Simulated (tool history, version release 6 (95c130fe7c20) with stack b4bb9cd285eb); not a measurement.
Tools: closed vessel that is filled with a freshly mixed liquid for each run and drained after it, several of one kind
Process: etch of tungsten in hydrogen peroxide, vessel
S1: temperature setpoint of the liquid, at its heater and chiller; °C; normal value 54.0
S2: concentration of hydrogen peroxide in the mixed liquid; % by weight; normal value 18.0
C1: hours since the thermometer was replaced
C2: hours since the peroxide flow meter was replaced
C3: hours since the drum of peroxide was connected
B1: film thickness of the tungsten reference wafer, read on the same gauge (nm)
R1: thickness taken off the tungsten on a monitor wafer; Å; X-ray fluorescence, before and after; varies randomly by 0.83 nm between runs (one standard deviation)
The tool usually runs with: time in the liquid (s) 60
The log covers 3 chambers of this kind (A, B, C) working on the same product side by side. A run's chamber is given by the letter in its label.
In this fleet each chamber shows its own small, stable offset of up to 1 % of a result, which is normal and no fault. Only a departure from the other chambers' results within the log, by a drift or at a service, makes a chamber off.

Run 1C, hour 13.5: usual settings; C1 695.7; C2 1358.7; C3 401.3; B1 140.01. Result: R1 1581.5 Å.
Run 2B, hour 21.5: usual settings; C1 205.9; C2 125.3; C3 196.3; B1 140.01. Result: R1 1596.4 Å.
Run 3A, hour 33.1: usual settings; C1 771.8; C2 855.2; C3 339.3; B1 140.02. Result: R1 1606.4 Å.
Run 4B, hour 46.6: usual settings; C1 231.0; C2 150.4; C3 221.4; B1 140.03. Result: R1 1599.5 Å.
Run 5C, hour 56.8: usual settings; C1 739.0; C2 1402.0; C3 444.6; B1 139.98. Result: R1 1592.8 Å.
Run 6A, hour 68.0: usual settings; C1 806.7; C2 890.1; C3 374.2; B1 140.00. Result: R1 1598.3 Å.
Run 7C, hour 81.3: usual settings; C1 763.5; C2 1426.5; C3 469.1; B1 140.01. Result: R1 1580.7 Å.
Run 8B, hour 93.3: usual settings; C1 277.7; C2 197.1; C3 268.1; B1 139.98. Result: R1 1604.4 Å.
Run 9A, hour 101.0: usual settings but S1 46.5 °C, time in the liquid (s) 75; C1 839.7; C2 923.1; C3 407.2; B1 140.01. Result: R1 1266.4 Å.
Run 10B, hour 116.0: usual settings but S1 46.5 °C, time in the liquid (s) 75; C1 300.4; C2 219.8; C3 290.8; B1 139.99. Result: R1 1244.7 Å.
Run 11A, hour 126.4: usual settings but S1 46.5 °C, time in the liquid (s) 75; C1 865.1; C2 948.5; C3 432.6; B1 139.99. Result: R1 1238.3 Å.
Run 12C, hour 140.6: usual settings; C1 822.8; C2 1485.8; C3 528.4; B1 140.00. Result: R1 1589.7 Å.
Run 13C, hour 150.6: usual settings but S2 14.5 % by weight, time in the liquid (s) 45; C1 832.8; C2 1495.8; C3 538.4; B1 139.99. Result: R1 1066.2 Å.
At hour 157.7: chamber C: new drum of peroxide connected.
At hour 164.5: chamber A: thermometer replaced.
Run 14B, hour 165.6: usual settings but S2 14.5 % by weight, time in the liquid (s) 45; C1 350.0; C2 269.4; C3 340.4; B1 140.00. Result: R1 1077.8 Å.
Run 15A, hour 176.3: usual settings but S2 14.5 % by weight, time in the liquid (s) 45; C1 11.8; C2 998.4; C3 482.5; B1 139.99. Result: R1 1055.0 Å.
Run 16A, hour 186.9: usual settings but S1 48.5 °C; C1 22.4; C2 1009.0; C3 493.1; B1 140.00. Result: R1 1105.3 Å.
Run 17C, hour 194.7: usual settings but S1 48.5 °C; C1 876.9; C2 1539.9; C3 37.1; B1 140.01. Result: R1 1130.9 Å.
At hour 195.3: chamber C: peroxide flow meter replaced.
Run 18B, hour 207.7: usual settings but S1 48.5 °C; C1 392.1; C2 311.5; C3 382.5; B1 139.99. Result: R1 1128.7 Å.
Run 19A, hour 217.1: usual settings; C1 52.6; C2 1039.2; C3 523.3; B1 140.02. Result: R1 1548.5 Å.
Run 20C, hour 225.6: usual settings but time in the liquid (s) 85; C1 907.8; C2 30.4; C3 68.0; B1 140.01. Result: R1 2258.7 Å.
At hour 230.9: chamber B: new drum of peroxide connected.
Run 21B, hour 232.6: usual settings but time in the liquid (s) 85; C1 417.0; C2 336.4; C3 1.8; B1 140.01. Result: R1 2261.3 Å.
Run 22C, hour 239.4: usual settings but time in the liquid (s) 85; C1 921.6; C2 44.2; C3 81.8; B1 140.00. Result: R1 2256.9 Å.

For the next run the whole fleet of 3 chambers uses the same settings. Give each chamber's results:
Run 23A, hour 250.6: usual settings but time in the liquid (s) 85. Result: R1 ?.
Run 23B, hour 250.6: usual settings but time in the liquid (s) 85. Result: R1 ?.
Run 23C, hour 250.6: usual settings but time in the liquid (s) 85. Result: R1 ?.

run      R1
23A  2201.8
23B  2275.4
23C  2236.8
